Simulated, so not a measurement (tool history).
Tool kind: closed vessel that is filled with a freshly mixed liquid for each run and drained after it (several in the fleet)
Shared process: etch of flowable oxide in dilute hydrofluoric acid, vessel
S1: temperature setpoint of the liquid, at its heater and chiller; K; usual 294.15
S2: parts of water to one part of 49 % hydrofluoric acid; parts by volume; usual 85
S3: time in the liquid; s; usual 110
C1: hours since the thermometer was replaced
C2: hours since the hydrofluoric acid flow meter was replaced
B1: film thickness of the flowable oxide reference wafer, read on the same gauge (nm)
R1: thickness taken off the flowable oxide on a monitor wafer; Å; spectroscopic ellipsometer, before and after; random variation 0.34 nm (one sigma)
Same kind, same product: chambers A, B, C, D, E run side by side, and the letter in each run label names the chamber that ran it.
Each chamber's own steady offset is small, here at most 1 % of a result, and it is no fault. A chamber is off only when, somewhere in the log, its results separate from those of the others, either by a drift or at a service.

Run 1A, hour 6.3: usual settings; C1 27.5; C2 650.1; B1 80.011. Result: R1 453.09 Å.
Run 2D, hour 14.6: usual settings; C1 487.1; C2 1313.2; B1 79.994. Result: R1 447.50 Å.
Run 3C, hour 24.4: usual settings; C1 601.9; C2 88.5; B1 80.003. Result: R1 450.81 Å.
Run 4B, hour 31.0: usual settings; C1 962.6; C2 1787.6; B1 80.026. Result: R1 443.53 Å.
Run 5E, hour 40.2: usual settings; C1 1065.4; C2 125.0; B1 79.999. Result: R1 450.29 Å.
Run 6E, hour 48.9: usual settings; C1 1074.1; C2 133.7; B1 79.999. Result: R1 452.02 Å.
Run 7B, hour 59.2: usual settings; C1 990.8; C2 1815.8; B1 80.008. Result: R1 445.18 Å.
Run 8C, hour 66.8: usual settings; C1 644.3; C2 130.9; B1 79.988. Result: R1 454.34 Å.
Run 9A, hour 73.3: usual settings but S2 120 parts by volume; C1 94.5; C2 717.1; B1 79.990. Result: R1 311.09 Å.
Run 10D, hour 78.9: usual settings but S2 120 parts by volume; C1 551.4; C2 1377.5; B1 79.998. Result: R1 305.73 Å.
Run 11B, hour 87.4: usual settings but S2 120 parts by volume; C1 1019.0; C2 1844.0; B1 80.017. Result: R1 303.63 Å.
Run 12A, hour 92.1: usual settings but S2 120 parts by volume; C1 113.3; C2 735.9; B1 79.991. Result: R1 313.47 Å.
Run 13D, hour 98.9: usual settings but S2 120 parts by volume; C1 571.4; C2 1397.5; B1 79.984. Result: R1 302.25 Å.
Run 14E, hour 108.0: usual settings but S2 115 parts by volume; C1 1133.2; C2 192.8; B1 79.973. Result: R1 321.43 Å.
Run 15C, hour 115.7: usual settings but S2 115 parts by volume; C1 693.2; C2 179.8; B1 79.994. Result: R1 322.24 Å.
Run 16C, hour 123.1: usual settings but S2 115 parts by volume; C1 700.6; C2 187.2; B1 79.985. Result: R1 323.67 Å.
Run 17B, hour 132.4: usual settings but S2 115 parts by volume; C1 1064.0; C2 1889.0; B1 80.011. Result: R1 306.70 Å.
Run 18A, hour 138.6: usual settings but S2 115 parts by volume; C1 159.8; C2 782.4; B1 79.981. Result: R1 326.06 Å.
Run 19D, hour 144.4: usual settings; C1 616.9; C2 1443.0; B1 79.971. Result: R1 452.15 Å.
Run 20E, hour 150.5: usual settings; C1 1175.7; C2 235.3; B1 79.960. Result: R1 452.76 Å.
Run 21D, hour 155.2: usual settings but S2 60 parts by volume, S3 60 s; C1 627.7; C2 1453.8; B1 79.980. Result: R1 359.10 Å.
Run 22E, hour 160.4: usual settings but S2 60 parts by volume, S3 60 s; C1 1185.6; C2 245.2; B1 79.998. Result: R1 356.46 Å.
Run 23B, hour 169.1: usual settings but S2 60 parts by volume, S3 60 s; C1 1100.7; C2 1925.7; B1 80.000. Result: R1 348.20 Å.
Run 24C, hour 178.8: usual settings but S2 60 parts by volume, S3 60 s; C1 756.3; C2 242.9; B1 80.006. Result: R1 359.03 Å.
Run 25A, hour 185.5: usual settings but S2 60 parts by volume, S3 60 s; C1 206.7; C2 829.3; B1 79.982. Result: R1 355.67 Å.
Run 26A, hour 194.7: usual settings; C1 215.9; C2 838.5; B1 80.021. Result: R1 444.58 Å.
Run 27D, hour 204.3: usual settings but S3 75 s; C1 676.8; C2 1502.9; B1 80.025. Result: R1 309.40 Å.
Run 28E, hour 214.3: usual settings but S3 75 s; C1 1239.5; C2 299.1; B1 80.013. Result: R1 310.10 Å.
Run 29C, hour 219.3: usual settings but S3 75 s; C1 796.8; C2 283.4; B1 80.004. Result: R1 308.79 Å.
Run 30B, hour 226.1: usual settings but S3 75 s; C1 1157.7; C2 1982.7; B1 79.982. Result: R1 286.83 Å.
Run 31C, hour 233.6: usual settings but S3 75 s; C1 811.1; C2 297.7; B1 79.996. Result: R1 311.97 Å.
Run 32A, hour 241.0: usual settings; C1 262.2; C2 884.8; B1 79.999. Result: R1 447.91 Å.
Run 33B, hour 250.8: usual settings; C1 1182.4; C2 2007.4; B1 79.993. Result: R1 419.17 Å.
Run 34D, hour 259.7: usual settings; C1 732.2; C2 1558.3; B1 80.005. Result: R1 446.61 Å.
At hour 261.0: chamber B: hydrofluoric acid flow meter replaced.
Run 35E, hour 269.4: usual settings; C1 1294.6; C2 354.2; B1 79.990. Result: R1 451.31 Å.
Run 36D, hour 276.5: usual settings; C1 749.0; C2 1575.1; B1 79.997. Result: R1 448.94 Å.
Run 37C, hour 284.3: usual settings; C1 861.8; C2 348.4; B1 80.022. Result: R1 455.24 Å.
Run 38B, hour 292.2: usual settings; C1 1223.8; C2 31.2; B1 80.005. Result: R1 410.41 Å.
Run 39E, hour 300.5: usual settings; C1 1325.7; C2 385.3; B1 80.007. Result: R1 451.24 Å.
Run 40A, hour 308.3: usual settings but S1 290.15 K, S2 100 parts by volume; C1 329.5; C2 952.1; B1 79.989. Result: R1 320.38 Å.
Run 41B, hour 314.8: usual settings but S1 290.15 K, S2 100 parts by volume; C1 1246.4; C2 53.8; B1 79.974. Result: R1 289.88 Å.

All 5 chambers run these settings next. Forecast each chamber's results:
Run 42A, hour 322.6: usual settings. Result: R1 ?.
Run 42B, hour 322.6: usual settings. Result: R1 ?.
Run 42C, hour 322.6: usual settings. Result: R1 ?.
Run 42D, hour 322.6: usual settings. Result: R1 ?.
Run 42E, hour 322.6: usual settings. Result: R1 ?.

run      R1
42A  455.86
42B  413.74
42C  448.58
42D  448.90
42E  449.71
